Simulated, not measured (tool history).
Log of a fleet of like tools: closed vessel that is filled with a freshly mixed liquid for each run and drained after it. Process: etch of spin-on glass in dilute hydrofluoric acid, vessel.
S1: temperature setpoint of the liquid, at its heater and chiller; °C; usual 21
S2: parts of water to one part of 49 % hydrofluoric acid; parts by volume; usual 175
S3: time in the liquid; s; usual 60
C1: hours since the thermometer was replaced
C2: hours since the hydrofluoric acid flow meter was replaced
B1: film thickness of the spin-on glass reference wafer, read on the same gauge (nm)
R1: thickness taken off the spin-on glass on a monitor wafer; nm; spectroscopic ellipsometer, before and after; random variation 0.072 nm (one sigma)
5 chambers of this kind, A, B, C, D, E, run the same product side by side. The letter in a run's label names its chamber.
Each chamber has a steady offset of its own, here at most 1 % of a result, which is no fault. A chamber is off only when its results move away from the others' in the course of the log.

{"run": "1E", "hour": 3.8, "S1": 21, "S2": 175, "S3": 60, "C1": 782.9, "C2": 479.8, "B1": 89.989, "R1": 8.8792}
{"run": "2D", "hour": 10.9, "S1": 21, "S2": 175, "S3": 60, "C1": 665, "C2": 505.2, "B1": 89.987, "R1": 8.9232}
{"run": "3A", "hour": 14.8, "S1": 21, "S2": 175, "S3": 60, "C1": 402.8, "C2": 834.4, "B1": 90.01, "R1": 8.9542}
{"run": "4B", "hour": 20.5, "S1": 21, "S2": 175, "S3": 60, "C1": 150.9, "C2": 771.3, "B1": 90.009, "R1": 8.8505}
{"run": "5C", "hour": 28.7, "S1": 21, "S2": 175, "S3": 60, "C1": 1010.6, "C2": 1252.7, "B1": 89.956, "R1": 8.8411}
{"run": "6C", "hour": 32.9, "S1": 21, "S2": 175, "S3": 60, "C1": 1014.8, "C2": 1256.9, "B1": 90.014, "R1": 8.9362}
{"run": "7B", "hour": 36.7, "S1": 21, "S2": 175, "S3": 60, "C1": 167.1, "C2": 787.5, "B1": 89.98, "R1": 8.9453}
{"run": "8D", "hour": 44.2, "S1": 23, "S2": 175, "S3": 60, "C1": 698.3, "C2": 538.5, "B1": 90.003, "R1": 9.6337}
{"run": "9A", "hour": 50.4, "S1": 23, "S2": 175, "S3": 60, "C1": 438.4, "C2": 870, "B1": 89.968, "R1": 9.5703}
{"run": "10E", "hour": 56.0, "S1": 23, "S2": 175, "S3": 60, "C1": 835.1, "C2": 532, "B1": 90.029, "R1": 9.63}
{"run": "11D", "hour": 60.5, "S1": 23, "S2": 175, "S3": 60, "C1": 714.6, "C2": 554.8, "B1": 90.008, "R1": 9.7933}
{"run": "12C", "hour": 68.0, "S1": 23, "S2": 175, "S3": 60, "C1": 1049.9, "C2": 1292, "B1": 90.025, "R1": 9.4421}
{"run": "13B", "hour": 74.9, "S1": 25.5, "S2": 175, "S3": 45, "C1": 205.3, "C2": 825.7, "B1": 89.999, "R1": 8.0497}
{"run": "14E", "hour": 79.7, "S1": 25.5, "S2": 175, "S3": 45, "C1": 858.8, "C2": 555.7, "B1": 89.999, "R1": 7.8824}
{"run": "15A", "hour": 84.8, "S1": 25.5, "S2": 175, "S3": 45, "C1": 472.8, "C2": 904.4, "B1": 90.033, "R1": 8.0066}
{"hour": 88.2, "done": "chamber C: hydrofluoric acid flow meter replaced"}
{"run": "16B", "hour": 90.6, "S1": 25.5, "S2": 175, "S3": 45, "C1": 221, "C2": 841.4, "B1": 89.99, "R1": 7.9557}
{"run": "17D", "hour": 96.6, "S1": 25.5, "S2": 175, "S3": 45, "C1": 750.7, "C2": 590.9, "B1": 89.994, "R1": 7.9017}
{"run": "18C", "hour": 104.2, "S1": 21, "S2": 175, "S3": 60, "C1": 1086.1, "C2": 16.1, "B1": 89.99, "R1": 8.9286}
{"run": "19A", "hour": 109.5, "S1": 21, "S2": 175, "S3": 60, "C1": 497.5, "C2": 929.1, "B1": 89.992, "R1": 8.9571}
{"run": "20E", "hour": 116.1, "S1": 21, "S2": 175, "S3": 90, "C1": 895.2, "C2": 592.1, "B1": 90.004, "R1": 13.467}
{"run": "21A", "hour": 121.0, "S1": 21, "S2": 175, "S3": 90, "C1": 509, "C2": 940.6, "B1": 89.999, "R1": 13.353}
{"run": "22C", "hour": 126.1, "S1": 21, "S2": 175, "S3": 90, "C1": 1108, "C2": 38, "B1": 90.019, "R1": 13.462}
{"run": "23E", "hour": 131.7, "S1": 21, "S2": 175, "S3": 90, "C1": 910.8, "C2": 607.7, "B1": 90.012, "R1": 13.527}
{"run": "24D", "hour": 138.8, "S1": 21, "S2": 175, "S3": 90, "C1": 792.9, "C2": 633.1, "B1": 89.973, "R1": 12.94}
{"run": "25B", "hour": 146.1, "S1": 21, "S2": 175, "S3": 60, "C1": 276.5, "C2": 896.9, "B1": 90.008, "R1": 8.9279}
{"run": "26A", "hour": 153.5, "S1": 21, "S2": 175, "S3": 60, "C1": 541.5, "C2": 973.1, "B1": 89.985, "R1": 8.8885}
{"run": "27E", "hour": 157.2, "S1": 21, "S2": 175, "S3": 60, "C1": 936.3, "C2": 633.2, "B1": 89.986, "R1": 9.018}
{"run": "28B", "hour": 165.2, "S1": 21, "S2": 125, "S3": 60, "C1": 295.6, "C2": 916, "B1": 89.962, "R1": 13.16}
{"run": "29C", "hour": 173.4, "S1": 21, "S2": 125, "S3": 60, "C1": 1155.3, "C2": 85.3, "B1": 90.009, "R1": 13.301}
{"run": "30D", "hour": 177.1, "S1": 21, "S2": 125, "S3": 60, "C1": 831.2, "C2": 671.4, "B1": 90.021, "R1": 12.553}
{"run": "31A", "hour": 184.7, "S1": 21, "S2": 125, "S3": 60, "C1": 572.7, "C2": 1004.3, "B1": 89.988, "R1": 13.22}
{"run": "32D", "hour": 189.3, "S1": 21, "S2": 125, "S3": 60, "C1": 843.4, "C2": 683.6, "B1": 90, "R1": 12.65}
{"run": "33B", "hour": 194.4, "S1": 21, "S2": 175, "S3": 60, "C1": 324.8, "C2": 945.2, "B1": 90.038, "R1": 8.8302}
{"run": "34E", "hour": 199.2, "S1": 21, "S2": 175, "S3": 60, "C1": 978.3, "C2": 675.2, "B1": 89.995, "R1": 9.0346}
{"run": "35C", "hour": 205.1, "S1": 24.5, "S2": 175, "S3": 60, "C1": 1187, "C2": 117, "B1": 90.005, "R1": 10.052}
{"hour": 210.0, "done": "chamber B: hydrofluoric acid flow meter replaced"}
{"run": "36B", "hour": 210.5, "S1": 24.5, "S2": 175, "S3": 60, "C1": 340.9, "C2": 0.5, "B1": 89.978, "R1": 10.291}
{"run": "37E", "hour": 217.9, "S1": 24.5, "S2": 175, "S3": 60, "C1": 997, "C2": 693.9, "B1": 90.008, "R1": 10.172}
{"run": "38A", "hour": 223.6, "S1": 24.5, "S2": 175, "S3": 60, "C1": 611.6, "C2": 1043.2, "B1": 89.985, "R1": 10.227}
{"run": "39D", "hour": 231.0, "S1": 24.5, "S2": 175, "S3": 60, "C1": 885.1, "C2": 725.3, "B1": 89.974, "R1": 9.4155}

Is one chamber off against the others, does the gauge drift, or is nothing wrong? If a chamber is off, say which, and what the likeliest cause is.

Chamber D drifts away from the others.
Cause: liquid colder than its thermometer reads (K) = 2.17.
The log may not tell that from: hydrofluoric acid flow below the setpoint (%).

Here are 4 candidates for chamber D's next run, each the usual settings with a change, their results left as question marks. Which one brings its results back in line with what the others give on the usual settings?
In line means no further than this from the other chambers' mean on the usual settings: R1 0.25 nm
{"run": "40D-1", "hour": 237.0, "S1": 23, "S2": 175, "S3": 60, "R1": "?"}
{"run": "40D-2", "hour": 237.0, "S1": 21, "S2": 175, "S3": 55, "R1": "?"}
{"run": "40D-3", "hour": 237.0, "S1": 21, "S2": 170, "S3": 60, "R1": "?"}
{"run": "40D-4", "hour": 237.0, "S1": 21, "S2": 180, "S3": 60, "R1": "?"}

The other chambers' mean on the usual settings: R1 8.9311 nm
run=40D-1 R1=8.8474
run=40D-2 R1=7.5065
run=40D-3 R1=8.4717
run=40D-4 R1=7.9229
40D-1 brings the chamber back in line.
